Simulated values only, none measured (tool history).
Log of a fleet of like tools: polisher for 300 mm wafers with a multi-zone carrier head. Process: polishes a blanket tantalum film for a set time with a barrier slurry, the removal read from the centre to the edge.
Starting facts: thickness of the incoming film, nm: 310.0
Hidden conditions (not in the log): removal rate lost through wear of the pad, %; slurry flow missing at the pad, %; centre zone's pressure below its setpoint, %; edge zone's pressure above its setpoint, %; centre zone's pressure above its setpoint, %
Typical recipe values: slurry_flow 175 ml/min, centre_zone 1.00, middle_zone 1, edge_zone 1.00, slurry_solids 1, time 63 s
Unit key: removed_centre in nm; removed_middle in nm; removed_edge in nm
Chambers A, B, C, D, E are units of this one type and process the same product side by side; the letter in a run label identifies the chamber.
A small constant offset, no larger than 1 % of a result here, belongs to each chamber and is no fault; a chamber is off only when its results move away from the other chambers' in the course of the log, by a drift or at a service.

run	hour	slurry_flow	centre_zone	middle_zone	edge_zone	slurry_solids	time	wafers polished on this pad	hours since the slurry nozzle was cleaned	hours since the centre zone pressure was calibrated	hours since the edge zone pressure was calibrated	removed_centre	removed_middle	removed_edge
# hour 1.9: chamber A: worn pad replaced by a new one
1E	9.3	175	1.00	1	1.00	1	63	276	23.8	64.5	164.7	99.428	97.639	94.050
2D	18.8	175	1.00	1	1.00	1	63	922	42.0	827.9	1017.4	96.549	97.681	96.148
3A	31.6	175	1.00	1	1.00	1	63	180	220.2	347.3	313.4	99.504	98.029	96.258
# hour 42.4: chamber C: worn pad replaced by a new one
4C	42.8	175	1.00	1	1.00	1	63	2	118.4	729.2	844.9	98.129	95.401	97.514
5B	55.1	175	1.00	1	1.00	1	63	429	248.5	117.1	227.0	98.115	96.671	95.692
# hour 59.2: chamber D: worn pad replaced by a new one
6B	66.0	175	1.00	1	1.00	1	63	495	259.4	128.0	237.9	97.673	95.134	98.463
7C	74.0	175	1.00	1	1.00	1	63	192	149.6	760.4	876.1	97.497	97.261	96.935
# hour 80.5: chamber A: slurry nozzle cleaned
8E	80.7	175	1.00	1	1.00	1	63	711	95.2	135.9	236.1	95.596	95.807	97.603
# hour 84.6: chamber B: slurry nozzle cleaned
# hour 84.9: chamber B: worn pad replaced by a new one
# hour 88.7: chamber E: worn pad replaced by a new one
9A	90.8	175	1.00	1	1.00	1	46	541	10.3	406.5	372.6	70.645	72.872	70.480
# hour 93.8: chamber A: worn pad replaced by a new one
10D	99.8	175	1.00	1	1.00	1	46	247	123.0	908.9	1098.4	71.307	71.981	70.759
11A	112.5	175	1.00	1	1.00	1	46	114	32.0	428.2	394.3	73.545	71.224	70.418
12B	126.1	175	1.00	1	1.00	1	46	251	41.6	188.1	298.0	71.562	73.500	70.824
13D	136.7	175	1.00	1	1.00	1	46	472	159.9	945.8	1135.3	72.469	72.421	70.050
14E	145.3	175	1.00	1	1.00	1	63	345	159.8	200.5	300.7	95.382	97.723	98.221
15C	152.9	175	1.00	1	1.00	1	63	673	228.5	839.3	955.0	98.435	97.853	95.131
16E	162.3	175	1.00	1	1.00	1	63	448	176.8	217.5	317.7	98.180	99.341	97.097
17A	172.5	175	1.00	1	1.00	1	63	479	92.0	488.2	454.3	97.713	96.549	97.710
# hour 174.1: chamber C: worn pad replaced by a new one
18C	182.3	175	1.00	1	1.00	1	63	50	257.9	868.7	984.4	98.020	97.709	95.427
# hour 189.6: chamber A: worn pad replaced by a new one
19D	191.9	175	1.00	1	1.00	1	63	808	215.1	1001.0	1190.5	97.563	98.090	96.496
20B	198.7	175	1.00	1	1.00	1	63	693	114.2	260.7	370.6	98.196	98.476	98.347
# hour 202.2: chamber B: worn pad replaced by a new one
21B	205.4	175	1.00	1	1.00	1	83	19	120.9	267.4	377.3	125.390	128.870	125.520
# hour 211.3: chamber E: worn pad replaced by a new one
22C	219.7	175	1.00	1	1.00	1	83	278	295.3	906.1	1021.8	127.770	128.130	127.310
23A	231.2	175	1.00	1	1.00	1	83	253	150.7	546.9	513.0	128.470	129.040	126.890
24D	238.0	175	1.00	1	1.00	1	83	1089	261.2	1047.1	1236.6	129.230	130.120	125.970
# hour 243.7: chamber B: centre zone pressure recalibrated
# hour 244.4: chamber D: worn pad replaced by a new one
25E	246.4	175	1.00	1	1.00	1	83	214	260.9	301.6	401.8	127.210	128.390	128.270
26A	254.0	175	1.00	1	1.09	1	63	392	173.5	569.7	535.8	99.583	99.185	100.140
27D	266.9	175	1.00	1	1.09	1	63	137	290.1	1076.0	1265.5	97.260	98.692	100.450
# hour 274.9: chamber C: edge zone pressure recalibrated
# hour 278.6: chamber A: worn pad replaced by a new one
28E	278.6	175	1.00	1	1.09	1	63	410	293.1	333.8	434.0	95.306	99.325	101.910
# hour 280.3: chamber C: centre zone pressure recalibrated
# hour 281.5: chamber D: edge zone pressure recalibrated
# hour 289.4: chamber E: edge zone pressure recalibrated
29B	292.4	175	1.00	1	1.09	1	63	549	207.9	48.7	464.3	94.242	97.557	101.720
# hour 298.1: chamber A: edge zone pressure recalibrated
30C	302.5	175	1.00	1	1.09	1	63	782	378.1	22.2	27.6	94.921	97.423	100.680
31C	315.3	120	0.90	1	1.00	1	63	860	390.9	35.0	40.4	79.103	90.914	92.153
# hour 319.5: chamber A: slurry nozzle cleaned
# hour 319.7: chamber E: slurry nozzle cleaned
32D	329.5	120	0.90	1	1.00	1	63	518	352.7	1138.6	48.1	79.976	92.452	89.643
# hour 333.7: chamber B: worn pad replaced by a new one
# hour 340.2: chamber E: worn pad replaced by a new one
33B	340.2	120	0.90	1	1.00	1	63	40	255.7	96.5	512.1	79.671	88.148	91.164
34E	352.8	120	0.90	1	1.00	1	63	77	33.1	408.0	63.4	78.571	92.322	92.734
# hour 358.0: chamber A: worn pad replaced by a new one
# hour 358.3: chamber B: slurry nozzle cleaned
35A	363.3	120	0.90	1	1.00	1	63	32	43.8	679.0	65.2	77.727	91.453	92.572
36B	370.8	175	1.00	1	1.00	1	63	226	12.6	127.1	542.7	98.125	95.395	98.075

Each of the 5 chambers runs these same settings next. Fill in every chamber's results:
37A	381.3	175	0.92	1	1.00	1	63					?	?	?
37B	381.3	175	0.92	1	1.00	1	63					?	?	?
37C	381.3	175	0.92	1	1.00	1	63					?	?	?
37D	381.3	175	0.92	1	1.00	1	63					?	?	?
37E	381.3	175	0.92	1	1.00	1	63					?	?	?

run	removed_centre	removed_middle	removed_edge
37A	90.068	97.233	96.158
37B	89.387	98.520	94.794
37C	89.137	94.106	96.692
37D	89.024	97.155	97.944
37E	89.429	98.297	96.289

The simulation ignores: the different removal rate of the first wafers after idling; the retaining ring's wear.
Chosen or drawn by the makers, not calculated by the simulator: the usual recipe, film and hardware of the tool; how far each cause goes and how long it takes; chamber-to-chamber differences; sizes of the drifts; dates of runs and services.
